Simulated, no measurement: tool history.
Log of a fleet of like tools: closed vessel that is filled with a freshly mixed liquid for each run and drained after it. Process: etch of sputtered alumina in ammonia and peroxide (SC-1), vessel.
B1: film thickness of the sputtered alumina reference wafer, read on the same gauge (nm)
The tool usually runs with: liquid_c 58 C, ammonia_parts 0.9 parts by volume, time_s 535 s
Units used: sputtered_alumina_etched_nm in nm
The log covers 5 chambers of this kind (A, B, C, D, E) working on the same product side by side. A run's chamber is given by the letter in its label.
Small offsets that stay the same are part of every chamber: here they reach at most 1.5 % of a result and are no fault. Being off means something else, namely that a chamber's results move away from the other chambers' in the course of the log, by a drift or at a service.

{"run": "1C", "hour": 6.2, "liquid_c": 58, "ammonia_parts": 0.9, "time_s": 535, "B1": 59.965, "sputtered_alumina_etched_nm": 47.891}
{"run": "2E", "hour": 16.5, "liquid_c": 58, "ammonia_parts": 0.9, "time_s": 535, "B1": 59.997, "sputtered_alumina_etched_nm": 46.87}
{"run": "3A", "hour": 26.7, "liquid_c": 58, "ammonia_parts": 0.9, "time_s": 535, "B1": 60.03, "sputtered_alumina_etched_nm": 46.561}
{"run": "4B", "hour": 34.5, "liquid_c": 58, "ammonia_parts": 0.9, "time_s": 535, "B1": 59.993, "sputtered_alumina_etched_nm": 46.829}
{"run": "5D", "hour": 40.9, "liquid_c": 58, "ammonia_parts": 0.9, "time_s": 535, "B1": 60.003, "sputtered_alumina_etched_nm": 47.808}
{"run": "6B", "hour": 47.9, "liquid_c": 58, "ammonia_parts": 0.9, "time_s": 535, "B1": 60.017, "sputtered_alumina_etched_nm": 46.954}
{"run": "7C", "hour": 59.7, "liquid_c": 58, "ammonia_parts": 0.9, "time_s": 535, "B1": 59.945, "sputtered_alumina_etched_nm": 47.062}
{"run": "8A", "hour": 68.9, "liquid_c": 58, "ammonia_parts": 0.9, "time_s": 535, "B1": 60.04, "sputtered_alumina_etched_nm": 47.076}
{"run": "9E", "hour": 77.9, "liquid_c": 58, "ammonia_parts": 0.9, "time_s": 535, "B1": 60.032, "sputtered_alumina_etched_nm": 46.884}
{"run": "10D", "hour": 84.5, "liquid_c": 58, "ammonia_parts": 0.9, "time_s": 535, "B1": 60.024, "sputtered_alumina_etched_nm": 47.773}
{"run": "11D", "hour": 95.7, "liquid_c": 58, "ammonia_parts": 0.9, "time_s": 535, "B1": 60.03, "sputtered_alumina_etched_nm": 47.811}
{"run": "12B", "hour": 104.2, "liquid_c": 58, "ammonia_parts": 0.9, "time_s": 535, "B1": 59.972, "sputtered_alumina_etched_nm": 46.818}
{"run": "13E", "hour": 112.4, "liquid_c": 58, "ammonia_parts": 0.9, "time_s": 535, "B1": 60.008, "sputtered_alumina_etched_nm": 45.895}
{"hour": 120.1, "done": "chamber C: new drum of ammonia solution connected"}
{"run": "14C", "hour": 122.7, "liquid_c": 58, "ammonia_parts": 0.9, "time_s": 535, "B1": 60.032, "sputtered_alumina_etched_nm": 46.928}
{"run": "15A", "hour": 129.2, "liquid_c": 58, "ammonia_parts": 0.9, "time_s": 535, "B1": 59.995, "sputtered_alumina_etched_nm": 46.367}
{"run": "16C", "hour": 134.5, "liquid_c": 58, "ammonia_parts": 0.9, "time_s": 535, "B1": 60.002, "sputtered_alumina_etched_nm": 46.761}
{"run": "17B", "hour": 145.3, "liquid_c": 58, "ammonia_parts": 1.2, "time_s": 845, "B1": 60.022, "sputtered_alumina_etched_nm": 76.802}
{"run": "18A", "hour": 154.6, "liquid_c": 58, "ammonia_parts": 1.2, "time_s": 845, "B1": 59.979, "sputtered_alumina_etched_nm": 75.142}
{"run": "19D", "hour": 161.4, "liquid_c": 58, "ammonia_parts": 1.2, "time_s": 845, "B1": 59.971, "sputtered_alumina_etched_nm": 76.145}
{"hour": 165.8, "done": "chamber A: new drum of ammonia solution connected"}
{"run": "20E", "hour": 166.9, "liquid_c": 58, "ammonia_parts": 1.2, "time_s": 845, "B1": 60.005, "sputtered_alumina_etched_nm": 77.126}
{"run": "21A", "hour": 177.3, "liquid_c": 58, "ammonia_parts": 1.2, "time_s": 845, "B1": 60.003, "sputtered_alumina_etched_nm": 76.103}
{"run": "22E", "hour": 184.0, "liquid_c": 58, "ammonia_parts": 0.9, "time_s": 535, "B1": 60.028, "sputtered_alumina_etched_nm": 47.207}
{"hour": 186.6, "done": "chamber C: thermometer replaced"}
{"run": "23C", "hour": 194.1, "liquid_c": 58, "ammonia_parts": 0.55, "time_s": 535, "B1": 60.031, "sputtered_alumina_etched_nm": 44.763}
{"run": "24D", "hour": 203.9, "liquid_c": 58, "ammonia_parts": 0.55, "time_s": 535, "B1": 60.032, "sputtered_alumina_etched_nm": 42.994}
{"run": "25B", "hour": 209.8, "liquid_c": 58, "ammonia_parts": 0.55, "time_s": 535, "B1": 60.022, "sputtered_alumina_etched_nm": 44.675}
{"run": "26A", "hour": 218.3, "liquid_c": 58, "ammonia_parts": 0.55, "time_s": 535, "B1": 60.035, "sputtered_alumina_etched_nm": 45.116}
{"run": "27D", "hour": 229.3, "liquid_c": 58, "ammonia_parts": 0.55, "time_s": 535, "B1": 59.986, "sputtered_alumina_etched_nm": 42.755}
{"run": "28C", "hour": 240.3, "liquid_c": 58, "ammonia_parts": 0.9, "time_s": 535, "B1": 59.996, "sputtered_alumina_etched_nm": 47.262}
{"run": "29E", "hour": 248.7, "liquid_c": 58, "ammonia_parts": 0.9, "time_s": 535, "B1": 60.014, "sputtered_alumina_etched_nm": 46.59}
{"run": "30B", "hour": 260.1, "liquid_c": 58, "ammonia_parts": 0.9, "time_s": 535, "B1": 59.972, "sputtered_alumina_etched_nm": 47.516}
{"run": "31D", "hour": 265.5, "liquid_c": 58, "ammonia_parts": 0.9, "time_s": 535, "B1": 59.99, "sputtered_alumina_etched_nm": 45.221}
{"run": "32C", "hour": 272.8, "liquid_c": 58, "ammonia_parts": 0.9, "time_s": 535, "B1": 60.01, "sputtered_alumina_etched_nm": 47.563}
{"run": "33A", "hour": 278.5, "liquid_c": 58, "ammonia_parts": 0.9, "time_s": 535, "B1": 60.005, "sputtered_alumina_etched_nm": 47.446}
{"run": "34E", "hour": 286.4, "liquid_c": 58, "ammonia_parts": 0.9, "time_s": 535, "B1": 59.998, "sputtered_alumina_etched_nm": 46.729}
{"run": "35B", "hour": 297.1, "liquid_c": 58, "ammonia_parts": 0.9, "time_s": 535, "B1": 59.969, "sputtered_alumina_etched_nm": 46.498}

Next, all 5 chambers run the settings below, one line each with question marks for the results. What does each chamber give?
{"run": "36A", "hour": 305.6, "liquid_c": 58, "ammonia_parts": 0.9, "time_s": 790, "sputtered_alumina_etched_nm": "?"}
{"run": "36B", "hour": 305.6, "liquid_c": 58, "ammonia_parts": 0.9, "time_s": 790, "sputtered_alumina_etched_nm": "?"}
{"run": "36C", "hour": 305.6, "liquid_c": 58, "ammonia_parts": 0.9, "time_s": 790, "sputtered_alumina_etched_nm": "?"}
{"run": "36D", "hour": 305.6, "liquid_c": 58, "ammonia_parts": 0.9, "time_s": 790, "sputtered_alumina_etched_nm": "?"}
{"run": "36E", "hour": 305.6, "liquid_c": 58, "ammonia_parts": 0.9, "time_s": 790, "sputtered_alumina_etched_nm": "?"}

run=36A sputtered_alumina_etched_nm=68.2
run=36B sputtered_alumina_etched_nm=68.967
run=36C sputtered_alumina_etched_nm=68.635
run=36D sputtered_alumina_etched_nm=64.931
run=36E sputtered_alumina_etched_nm=69.337

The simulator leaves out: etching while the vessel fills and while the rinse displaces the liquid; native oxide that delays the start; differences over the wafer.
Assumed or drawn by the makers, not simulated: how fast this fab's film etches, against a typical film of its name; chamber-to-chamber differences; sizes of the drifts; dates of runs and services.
